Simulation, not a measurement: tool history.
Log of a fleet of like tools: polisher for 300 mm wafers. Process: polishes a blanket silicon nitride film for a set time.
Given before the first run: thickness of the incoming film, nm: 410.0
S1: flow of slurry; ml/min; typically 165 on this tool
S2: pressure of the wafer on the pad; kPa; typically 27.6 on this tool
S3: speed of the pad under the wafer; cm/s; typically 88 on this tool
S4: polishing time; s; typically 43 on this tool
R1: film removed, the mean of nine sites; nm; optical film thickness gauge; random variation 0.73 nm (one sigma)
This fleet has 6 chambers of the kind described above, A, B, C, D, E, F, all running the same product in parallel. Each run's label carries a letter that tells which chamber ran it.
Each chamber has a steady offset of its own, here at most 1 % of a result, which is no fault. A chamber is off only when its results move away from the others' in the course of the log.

| run | day | S1 | S2 | S3 | S4 | R1 |
|---|---|---|---|---|---|---|
| 1B | 0.254 | 165 | 27.6 | 88 | 43 | 74.485 |
| 2C | 0.492 | 165 | 27.6 | 88 | 43 | 75.107 |
| 3D | 0.712 | 165 | 27.6 | 88 | 43 | 74.356 |
|  | 0.758 | chamber C: worn pad replaced by a new one |
| 4A | 0.908 | 165 | 27.6 | 88 | 43 | 74.411 |
| 5E | 1.179 | 165 | 27.6 | 88 | 43 | 74.638 |
| 6F | 1.450 | 165 | 27.6 | 114 | 36 | 78.639 |
|  | 1.462 | chamber E: slurry nozzle cleaned |
| 7A | 1.588 | 165 | 27.6 | 114 | 36 | 76.810 |
|  | 1.625 | chamber B: worn pad replaced by a new one |
|  | 1.667 | chamber E: worn pad replaced by a new one |
| 8B | 1.729 | 165 | 27.6 | 114 | 36 | 76.611 |
|  | 1.817 | chamber A: worn pad replaced by a new one |
| 9C | 1.858 | 165 | 27.6 | 114 | 36 | 77.419 |
|  | 2.017 | chamber F: worn pad replaced by a new one |
| 10F | 2.071 | 165 | 27.6 | 114 | 36 | 76.849 |
| 11E | 2.225 | 165 | 27.6 | 114 | 36 | 79.271 |
| 12D | 2.492 | 165 | 27.6 | 88 | 43 | 75.201 |
|  | 2.575 | chamber D: worn pad replaced by a new one |
| 13B | 2.658 | 165 | 27.6 | 88 | 43 | 74.667 |
| 14F | 2.838 | 165 | 27.6 | 88 | 43 | 76.480 |
| 15C | 3.058 | 165 | 27.6 | 88 | 43 | 75.714 |
| 16E | 3.325 | 165 | 27.6 | 88 | 43 | 76.434 |
| 17D | 3.462 | 165 | 27.6 | 88 | 43 | 75.423 |
|  | 3.546 | chamber A: slurry nozzle cleaned |
| 18A | 3.583 | 165 | 27.6 | 88 | 43 | 75.359 |
| 19B | 3.700 | 165 | 27.6 | 88 | 43 | 76.234 |
|  | 3.858 | chamber C: worn pad replaced by a new one |
| 20A | 3.917 | 165 | 27.6 | 88 | 43 | 74.026 |
|  | 4.104 | chamber A: worn pad replaced by a new one |
|  | 4.142 | chamber C: head pressure recalibrated |
| 21C | 4.175 | 200 | 27.6 | 88 | 43 | 77.299 |
| 22F | 4.346 | 200 | 27.6 | 88 | 43 | 78.816 |
| 23E | 4.483 | 200 | 27.6 | 88 | 43 | 77.762 |
| 24D | 4.738 | 200 | 27.6 | 88 | 43 | 75.545 |
|  | 4.912 | chamber F: worn pad replaced by a new one |
| 25A | 4.971 | 200 | 27.6 | 88 | 43 | 77.260 |
|  | 5.133 | chamber E: worn pad replaced by a new one |
| 26E | 5.146 | 200 | 27.6 | 88 | 43 | 77.810 |
| 27B | 5.304 | 165 | 27.6 | 88 | 43 | 74.466 |
| 28F | 5.433 | 165 | 27.6 | 88 | 43 | 75.151 |
|  | 5.654 | chamber B: worn pad replaced by a new one |
| 29D | 5.700 | 165 | 27.6 | 88 | 43 | 73.946 |
|  | 5.742 | chamber D: worn pad replaced by a new one |
| 30C | 5.925 | 165 | 27.6 | 88 | 43 | 76.465 |
| 31F | 6.050 | 165 | 27.6 | 88 | 56 | 99.331 |
|  | 6.117 | chamber A: worn pad replaced by a new one |
| 32C | 6.250 | 165 | 27.6 | 88 | 56 | 97.743 |
| 33D | 6.512 | 165 | 27.6 | 88 | 56 | 96.647 |
| 34A | 6.667 | 165 | 27.6 | 88 | 56 | 97.271 |
| 35E | 6.908 | 165 | 27.6 | 88 | 56 | 99.070 |
| 36B | 7.092 | 165 | 27.6 | 88 | 56 | 98.377 |
| 37F | 7.300 | 165 | 27.6 | 88 | 43 | 75.766 |

Next, every chamber runs the same settings. What will each give?
| 38A | 7.496 | 165 | 31.0 | 88 | 43 | ? |
| 38B | 7.496 | 165 | 31.0 | 88 | 43 | ? |
| 38C | 7.496 | 165 | 31.0 | 88 | 43 | ? |
| 38D | 7.496 | 165 | 31.0 | 88 | 43 | ? |
| 38E | 7.496 | 165 | 31.0 | 88 | 43 | ? |
| 38F | 7.496 | 165 | 31.0 | 88 | 43 | ? |

| run | R1 |
|---|---|
| 38A | 84.270 |
| 38B | 85.840 |
| 38C | 85.139 |
| 38D | 83.975 |
| 38E | 85.053 |
| 38F | 85.867 |
